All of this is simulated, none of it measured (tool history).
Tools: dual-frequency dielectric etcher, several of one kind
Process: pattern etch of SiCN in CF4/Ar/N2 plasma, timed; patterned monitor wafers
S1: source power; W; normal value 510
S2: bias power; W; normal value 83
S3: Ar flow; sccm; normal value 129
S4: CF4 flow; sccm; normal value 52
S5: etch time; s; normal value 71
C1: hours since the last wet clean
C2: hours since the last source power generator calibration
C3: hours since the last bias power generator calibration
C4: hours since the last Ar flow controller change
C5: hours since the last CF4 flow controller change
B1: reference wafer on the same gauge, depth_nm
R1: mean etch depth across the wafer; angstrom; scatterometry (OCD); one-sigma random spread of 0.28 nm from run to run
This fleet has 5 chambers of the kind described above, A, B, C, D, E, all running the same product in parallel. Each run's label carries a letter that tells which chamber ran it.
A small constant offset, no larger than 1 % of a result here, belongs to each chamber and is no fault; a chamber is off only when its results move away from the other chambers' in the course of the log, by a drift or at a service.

run   hour   S1  S2   S3  S4  S5     C1      C2      C3      C4      C5      B1      R1
 1A    8.2  510  83  129  52  71  200.4  1814.4   712.3    10.8  2310.1  62.558   652.2
 2B   15.5  510  83  129  52  71  385.9  1564.8  3947.7    1319  2375.2  62.659  659.47
 3D   22.8  510  83  129  52  71  290.7    3293  1235.9  1008.1   176.1    62.6  654.74
 4E   30.8  510  83  129  52  71   44.5   927.1  1980.6   946.9  2324.6  62.636  664.64
 5C   39.9  510  83  129  52  71  442.6  2399.4  1746.7    1614     915   62.56   664.6
 6A     45  510  83  129  52  71  237.2  1851.2   749.1    47.6  2346.9  62.537  651.99
 7C   54.4  510  83  129  52  71  457.1  2413.9  1761.2  1628.5   929.5  62.547     658
 8D   62.8  510  83  129  52  71  330.7    3333  1275.9  1048.1   216.1  62.675     652
 9B   69.8  630  83  129  52  55  440.2  1619.1    4002  1373.3  2429.5  62.561  614.56
10E   74.7  630  83  129  52  55   88.4     971  2024.5   990.8  2368.5  62.607  619.54
11D   84.3  630  83  129  52  55  352.2  3354.5  1297.4  1069.6   237.6  62.554  613.55
      89.4  -- chamber C: wet clean of the chamber
12C   93.2  630  83  129  52  55    3.9  2452.7    1800  1667.3   968.3  62.633  611.67
13B  102.8  630  83  129  52  55  473.2  1652.1    4035  1406.3  2462.5   62.63  614.75
14E  109.8  510  83  129  52  71  123.5  1006.1  2059.6  1025.9  2403.6  62.613  661.44
15A  115.1  510  83  129  52  71  307.3  1921.3   819.2   117.7    2417  62.617  652.44
16B  120.9  510  83  129  52  71  491.3  1670.2  4053.1  1424.4  2480.6  62.619  661.68
17A  127.6  510  83  129  52  71  319.8  1933.8   831.7   130.2  2429.5  62.555   655.3
18D  135.2  510  83  129  52  71  403.1  3405.4  1348.3  1120.5   288.5  62.638  651.04
     138.1  -- chamber D: wet clean of the chamber
19C  140.6  510  83  129  52  71   51.3  2500.1  1847.4  1714.7  1015.7  62.571  655.36
20E  149.4  510  83  129  52  71  163.1  1045.7  2099.2  1065.5  2443.2  62.612  669.49
21C  159.6  510  83  129  52  71   70.3  2519.1  1866.4  1733.7  1034.7  62.645  654.25
22E  167.8  510  83  129  52  71  181.5  1064.1  2117.6  1083.9  2461.6  62.569  664.24
23D  178.4  510  83  129  52  71   40.4  3448.6  1391.5  1163.7   331.7  62.521  657.42
     185.3  -- chamber A: wet clean of the chamber
24A  189.3  510  83  129  52  71      4  1995.5   893.4   191.9  2491.2  62.653  654.97
25B  196.4  510  83  129  52  71  566.8  1745.7  4128.6  1499.9  2556.1  62.551  658.71
26D  203.5  510  83  129  52  71   65.5  3473.7  1416.6  1188.8   356.8  62.598   655.7
27A  211.7  510  83  129  52  71   26.4  2017.9   915.8   214.3  2513.6  62.635   653.3
28C  217.1  510  83  129  52  71  127.8  2576.6  1923.9  1791.2  1092.2  62.642  654.44
29B  227.1  510  83  129  52  71  597.5  1776.4  4159.3  1530.6  2586.8  62.592  659.94
30E  233.5  510  83  129  52  71  247.2  1129.8  2183.3  1149.6  2527.3  62.592   661.8
31B  243.8  510  83  129  52  71  614.2  1793.1    4176  1547.3  2603.5  62.611  659.87
32A    249  510  83  129  52  64   63.7  2055.2   953.1   251.6  2550.9  62.603  589.66

Each of the 5 chambers runs these same settings next. Fill in every chamber's results:
33A  256.9  410  83  129  52  71                           ?
33B  256.9  410  83  129  52  71                           ?
33C  256.9  410  83  129  52  71                           ?
33D  256.9  410  83  129  52  71                           ?
33E  256.9  410  83  129  52  71                           ?

run      R1
33A  541.81
33B   548.8
33C  548.76
33D  542.22
33E  550.54
